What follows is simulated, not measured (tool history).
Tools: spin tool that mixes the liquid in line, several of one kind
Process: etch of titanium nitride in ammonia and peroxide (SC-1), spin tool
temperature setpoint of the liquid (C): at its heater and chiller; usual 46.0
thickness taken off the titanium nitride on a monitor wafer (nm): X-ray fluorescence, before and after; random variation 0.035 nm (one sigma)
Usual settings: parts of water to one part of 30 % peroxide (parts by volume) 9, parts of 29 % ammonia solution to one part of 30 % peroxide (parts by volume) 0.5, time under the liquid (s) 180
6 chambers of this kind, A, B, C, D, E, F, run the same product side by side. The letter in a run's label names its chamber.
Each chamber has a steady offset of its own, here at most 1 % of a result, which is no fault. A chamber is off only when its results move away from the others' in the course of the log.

| run | hour | temperature setpoint of the liquid (C) | parts of water to one part of 30 % peroxide (parts by volume) | parts of 29 % ammonia solution to one part of 30 % peroxide (parts by volume) | time under the liquid (s) | hours since the thermometer was replaced | hours since the ammonia flow meter was replaced | hours since the heated supply line was repaired | hours since the drum of ammonia solution was connected | read-back film thickness of the titanium nitride reference wafer, read on the same gauge (nm) | thickness taken off the titanium nitride on a monitor wafer (nm) |
|---|---|---|---|---|---|---|---|---|---|---|---|
| 1F | 8.1 | 46.0 | 9 | 0.5 | 180 | 706.6 | 1708.4 | 1924.7 | 109.5 | 149.98 | 8.9123 |
| 2E | 16.1 | 46.0 | 9 | 0.5 | 180 | 651.2 | 403.0 | 50.2 | 315.6 | 150.02 | 8.8393 |
| 3D | 21.1 | 46.0 | 9 | 0.5 | 180 | 246.9 | 1217.6 | 2633.6 | 122.4 | 150.04 | 9.0308 |
| 4C | 28.5 | 46.0 | 9 | 0.5 | 180 | 215.5 | 649.5 | 1108.1 | 359.8 | 150.02 | 8.9620 |
|  | 30.1 | chamber A: thermometer replaced |
| 5A | 33.4 | 46.0 | 9 | 0.5 | 180 | 3.4 | 429.8 | 1931.9 | 234.4 | 149.98 | 9.0070 |
| 6B | 39.5 | 46.0 | 9 | 0.5 | 180 | 294.6 | 2099.1 | 149.0 | 54.8 | 149.99 | 8.9040 |
| 7A | 47.0 | 46.0 | 9 | 0.5 | 180 | 17.0 | 443.4 | 1945.5 | 248.0 | 150.02 | 8.9414 |
| 8B | 51.8 | 46.0 | 9 | 0.5 | 180 | 306.9 | 2111.4 | 161.3 | 67.1 | 150.01 | 8.8856 |
| 9C | 60.0 | 46.0 | 9 | 0.5 | 110 | 247.0 | 681.0 | 1139.6 | 391.3 | 149.98 | 5.4671 |
| 10E | 65.8 | 46.0 | 9 | 0.5 | 110 | 700.9 | 452.7 | 99.9 | 365.3 | 150.00 | 5.4363 |
| 11D | 70.4 | 46.0 | 9 | 0.5 | 110 | 296.2 | 1266.9 | 2682.9 | 171.7 | 150.00 | 5.5066 |
| 12F | 78.3 | 46.0 | 9 | 0.5 | 110 | 776.8 | 1778.6 | 1994.9 | 179.7 | 150.00 | 5.4467 |
| 13D | 82.2 | 46.0 | 9 | 0.5 | 110 | 308.0 | 1278.7 | 2694.7 | 183.5 | 149.95 | 5.5287 |
| 14E | 87.0 | 46.0 | 9 | 0.5 | 110 | 722.1 | 473.9 | 121.1 | 386.5 | 150.04 | 5.4301 |
| 15C | 90.9 | 39.5 | 12 | 0.5 | 180 | 277.9 | 711.9 | 1170.5 | 422.2 | 150.01 | 4.7573 |
| 16F | 98.4 | 39.5 | 12 | 0.5 | 180 | 796.9 | 1798.7 | 2015.0 | 199.8 | 149.97 | 4.8250 |
| 17B | 105.2 | 39.5 | 12 | 0.5 | 180 | 360.3 | 2164.8 | 214.7 | 120.5 | 149.98 | 4.7803 |
| 18A | 110.6 | 39.5 | 12 | 0.5 | 180 | 80.6 | 507.0 | 2009.1 | 311.6 | 150.03 | 4.8256 |
|  | 116.0 | chamber B: ammonia flow meter replaced |
| 19C | 117.3 | 39.5 | 12 | 0.5 | 180 | 304.3 | 738.3 | 1196.9 | 448.6 | 149.98 | 4.7755 |
| 20A | 124.0 | 39.5 | 12 | 0.5 | 180 | 94.0 | 520.4 | 2022.5 | 325.0 | 150.00 | 4.7895 |
| 21B | 131.0 | 46.0 | 9 | 0.5 | 180 | 386.1 | 15.1 | 240.5 | 146.3 | 149.99 | 8.9242 |
| 22F | 138.3 | 46.0 | 9 | 0.5 | 180 | 836.8 | 1838.6 | 2054.9 | 239.7 | 150.02 | 9.0158 |
| 23D | 145.2 | 46.0 | 9 | 0.5 | 180 | 371.0 | 1341.7 | 2757.7 | 246.5 | 149.98 | 8.9807 |
| 24E | 149.4 | 46.0 | 9 | 0.5 | 180 | 784.5 | 536.3 | 183.5 | 448.9 | 150.00 | 8.8749 |
| 25D | 156.4 | 46.0 | 9 | 0.5 | 180 | 382.2 | 1352.9 | 2768.9 | 257.7 | 150.01 | 9.0466 |
| 26A | 162.9 | 46.0 | 9 | 0.5 | 180 | 132.9 | 559.3 | 2061.4 | 363.9 | 149.97 | 8.9752 |
| 27B | 168.9 | 46.0 | 9 | 0.5 | 180 | 424.0 | 53.0 | 278.4 | 184.2 | 150.06 | 8.9491 |
| 28C | 172.7 | 46.0 | 9 | 0.5 | 180 | 359.7 | 793.7 | 1252.3 | 504.0 | 150.03 | 8.9456 |
| 29F | 179.4 | 46.0 | 13 | 0.5 | 75 | 877.9 | 1879.7 | 2096.0 | 280.8 | 149.98 | 3.0835 |
|  | 182.7 | chamber E: new drum of ammonia solution connected |
| 30E | 183.0 | 46.0 | 13 | 0.5 | 75 | 818.1 | 569.9 | 217.1 | 0.3 | 149.99 | 3.0609 |
| 31E | 189.1 | 46.0 | 13 | 0.5 | 75 | 824.2 | 576.0 | 223.2 | 6.4 | 149.99 | 3.0773 |
| 32C | 192.9 | 46.0 | 13 | 0.5 | 75 | 379.9 | 813.9 | 1272.5 | 524.2 | 149.98 | 3.0598 |
| 33A | 199.5 | 46.0 | 13 | 0.5 | 75 | 169.5 | 595.9 | 2098.0 | 400.5 | 149.97 | 3.0955 |
| 34D | 203.3 | 46.0 | 13 | 0.5 | 75 | 429.1 | 1399.8 | 2815.8 | 304.6 | 149.98 | 3.1066 |
| 35B | 209.4 | 46.0 | 9 | 0.5 | 180 | 464.5 | 93.5 | 318.9 | 224.7 | 150.03 | 8.8684 |
| 36F | 215.6 | 46.0 | 9 | 0.5 | 180 | 914.1 | 1915.9 | 2132.2 | 317.0 | 149.98 | 8.9833 |
| 37E | 219.6 | 46.0 | 9 | 0.5 | 180 | 854.7 | 606.5 | 253.7 | 36.9 | 150.02 | 8.8416 |
| 38C | 226.3 | 46.0 | 9 | 0.3 | 180 | 413.3 | 847.3 | 1305.9 | 557.6 | 149.99 | 8.1634 |
| 39D | 233.2 | 46.0 | 9 | 0.3 | 180 | 459.0 | 1429.7 | 2845.7 | 334.5 | 150.04 | 8.2133 |
| 40B | 239.1 | 46.0 | 9 | 0.3 | 180 | 494.2 | 123.2 | 348.6 | 254.4 | 149.99 | 8.1636 |
| 41A | 246.6 | 46.0 | 9 | 0.3 | 180 | 216.6 | 643.0 | 2145.1 | 447.6 | 150.02 | 8.2382 |
| 42F | 250.9 | 46.0 | 9 | 0.3 | 180 | 949.4 | 1951.2 | 2167.5 | 352.3 | 149.98 | 8.1282 |

What goes on in this fleet: one chamber off, a drifting gauge, or nothing beyond the chambers' own small offsets? Name the chamber and the cause, if any.

No chamber stands off beyond its own small offset, and the gauge holds steady.
